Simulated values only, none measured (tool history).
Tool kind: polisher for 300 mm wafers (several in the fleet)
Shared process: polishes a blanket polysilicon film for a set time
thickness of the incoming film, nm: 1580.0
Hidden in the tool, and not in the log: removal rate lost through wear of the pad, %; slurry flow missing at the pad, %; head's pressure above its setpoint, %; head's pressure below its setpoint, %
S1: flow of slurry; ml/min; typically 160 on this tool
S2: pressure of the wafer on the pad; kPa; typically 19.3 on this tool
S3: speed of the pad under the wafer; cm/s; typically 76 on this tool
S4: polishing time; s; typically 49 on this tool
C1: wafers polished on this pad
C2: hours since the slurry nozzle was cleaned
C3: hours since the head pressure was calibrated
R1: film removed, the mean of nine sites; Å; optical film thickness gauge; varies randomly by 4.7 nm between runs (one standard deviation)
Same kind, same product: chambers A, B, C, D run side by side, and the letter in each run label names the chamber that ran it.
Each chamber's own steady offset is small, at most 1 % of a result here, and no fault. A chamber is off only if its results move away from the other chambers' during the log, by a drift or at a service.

-- hour=1.0 chamber C: worn pad replaced by a new one
run 1A hour=6.7 | S1=160 S2=19.3 S3=76 S4=49 | C1=54 C2=160.9 C3=200.8 | R1=3514.5
-- hour=12.2 chamber D: worn pad replaced by a new one
run 2C hour=12.8 | S1=160 S2=19.3 S3=76 S4=49 | C1=72 C2=514.5 C3=1324.9 | R1=3462.8
run 3D hour=22.6 | S1=160 S2=19.3 S3=76 S4=49 | C1=63 C2=129.3 C3=341.9 | R1=3530.8
run 4B hour=32.4 | S1=160 S2=19.3 S3=76 S4=49 | C1=1207 C2=446.1 C3=685.4 | R1=3483.7
run 5B hour=41.0 | S1=160 S2=19.3 S3=76 S4=49 | C1=1260 C2=454.7 C3=694.0 | R1=3574.5
-- hour=43.7 chamber B: slurry nozzle cleaned
-- hour=50.3 chamber B: worn pad replaced by a new one
run 6A hour=50.4 | S1=160 S2=19.3 S3=76 S4=49 | C1=321 C2=204.6 C3=244.5 | R1=3570.0
-- hour=52.4 chamber C: head pressure recalibrated
run 7C hour=55.7 | S1=160 S2=19.3 S3=76 S4=49 | C1=334 C2=557.4 C3=3.4 | R1=3540.5
run 8D hour=67.0 | S1=160 S2=19.3 S3=76 S4=49 | C1=335 C2=173.7 C3=386.3 | R1=3518.2
run 9C hour=78.7 | S1=160 S2=19.3 S3=76 S4=49 | C1=474 C2=580.4 C3=26.4 | R1=3540.4
-- hour=85.5 chamber C: worn pad replaced by a new one
run 10D hour=89.7 | S1=160 S2=14.5 S3=90 S4=49 | C1=474 C2=196.4 C3=409.0 | R1=3158.6
run 11B hour=94.9 | S1=160 S2=14.5 S3=90 S4=49 | C1=272 C2=51.3 C3=747.9 | R1=3110.7
run 12A hour=100.6 | S1=160 S2=14.5 S3=90 S4=49 | C1=628 C2=254.8 C3=294.7 | R1=3154.7
run 13C hour=109.5 | S1=160 S2=14.5 S3=90 S4=49 | C1=147 C2=611.2 C3=57.2 | R1=3122.8
run 14A hour=118.5 | S1=160 S2=19.3 S3=76 S4=49 | C1=737 C2=272.7 C3=312.6 | R1=3558.5
-- hour=126.7 chamber C: slurry nozzle cleaned
run 15D hour=130.4 | S1=160 S2=19.3 S3=76 S4=49 | C1=722 C2=237.1 C3=449.7 | R1=3550.9
run 16B hour=136.1 | S1=160 S2=19.3 S3=76 S4=49 | C1=524 C2=92.5 C3=789.1 | R1=3527.7
-- hour=138.1 chamber A: worn pad replaced by a new one
run 17A hour=145.7 | S1=160 S2=19.3 S3=76 S4=49 | C1=46 C2=299.9 C3=339.8 | R1=3476.6
run 18C hour=156.8 | S1=160 S2=19.3 S3=76 S4=49 | C1=436 C2=30.2 C3=104.5 | R1=3551.5
run 19B hour=164.7 | S1=160 S2=19.3 S3=76 S4=49 | C1=699 C2=121.1 C3=817.7 | R1=3482.1
run 20D hour=171.8 | S1=160 S2=19.3 S3=76 S4=49 | C1=975 C2=278.5 C3=491.1 | R1=3591.6
-- hour=175.2 chamber D: worn pad replaced by a new one
-- hour=176.7 chamber D: head pressure recalibrated
run 21B hour=182.2 | S1=160 S2=19.3 S3=76 S4=49 | C1=806 C2=138.6 C3=835.2 | R1=3595.9
-- hour=187.4 chamber C: worn pad replaced by a new one
run 22D hour=187.4 | S1=160 S2=19.3 S3=76 S4=49 | C1=74 C2=294.1 C3=10.8 | R1=3603.4
run 23A hour=198.1 | S1=160 S2=19.3 S3=76 S4=49 | C1=367 C2=352.3 C3=392.2 | R1=3473.1
run 24C hour=207.0 | S1=160 S2=19.3 S3=76 S4=49 | C1=120 C2=80.4 C3=154.7 | R1=3445.7
run 25C hour=216.8 | S1=160 S2=19.3 S3=76 S4=49 | C1=180 C2=90.2 C3=164.5 | R1=3488.2
run 26A hour=222.1 | S1=160 S2=19.3 S3=76 S4=49 | C1=513 C2=376.3 C3=416.2 | R1=3553.4
run 27D hour=227.4 | S1=160 S2=19.3 S3=76 S4=49 | C1=319 C2=334.1 C3=50.8 | R1=3570.8
run 28B hour=239.2 | S1=160 S2=19.3 S3=76 S4=49 | C1=1154 C2=195.6 C3=892.2 | R1=3580.9
run 29D hour=246.6 | S1=160 S2=19.3 S3=76 S4=49 | C1=436 C2=353.3 C3=70.0 | R1=3605.6
run 30A hour=254.9 | S1=160 S2=19.3 S3=76 S4=49 | C1=714 C2=409.1 C3=449.0 | R1=3544.7
run 31B hour=264.1 | S1=160 S2=19.3 S3=76 S4=49 | C1=1306 C2=220.5 C3=917.1 | R1=3552.2
run 32C hour=273.7 | S1=160 S2=19.3 S3=94 S4=49 | C1=527 C2=147.1 C3=221.4 | R1=4339.2
run 33C hour=285.3 | S1=160 S2=19.3 S3=94 S4=49 | C1=598 C2=158.7 C3=233.0 | R1=4339.9
run 34B hour=291.9 | S1=160 S2=19.3 S3=94 S4=49 | C1=1476 C2=248.3 C3=944.9 | R1=4368.1
-- hour=300.8 chamber A: worn pad replaced by a new one
run 35A hour=302.6 | S1=160 S2=19.3 S3=94 S4=49 | C1=11 C2=456.8 C3=496.7 | R1=4430.0

Predict what each chamber gives when all 4 of them run the settings below next.
run 36A hour=311.3 | S1=160 S2=19.3 S3=76 S4=49 | R1=?
run 36B hour=311.3 | S1=160 S2=19.3 S3=76 S4=49 | R1=?
run 36C hour=311.3 | S1=160 S2=19.3 S3=76 S4=49 | R1=?
run 36D hour=311.3 | S1=160 S2=19.3 S3=76 S4=49 | R1=?

run=36A R1=3529.3
run=36B R1=3533.9
run=36C R1=3625.0
run=36D R1=3564.4
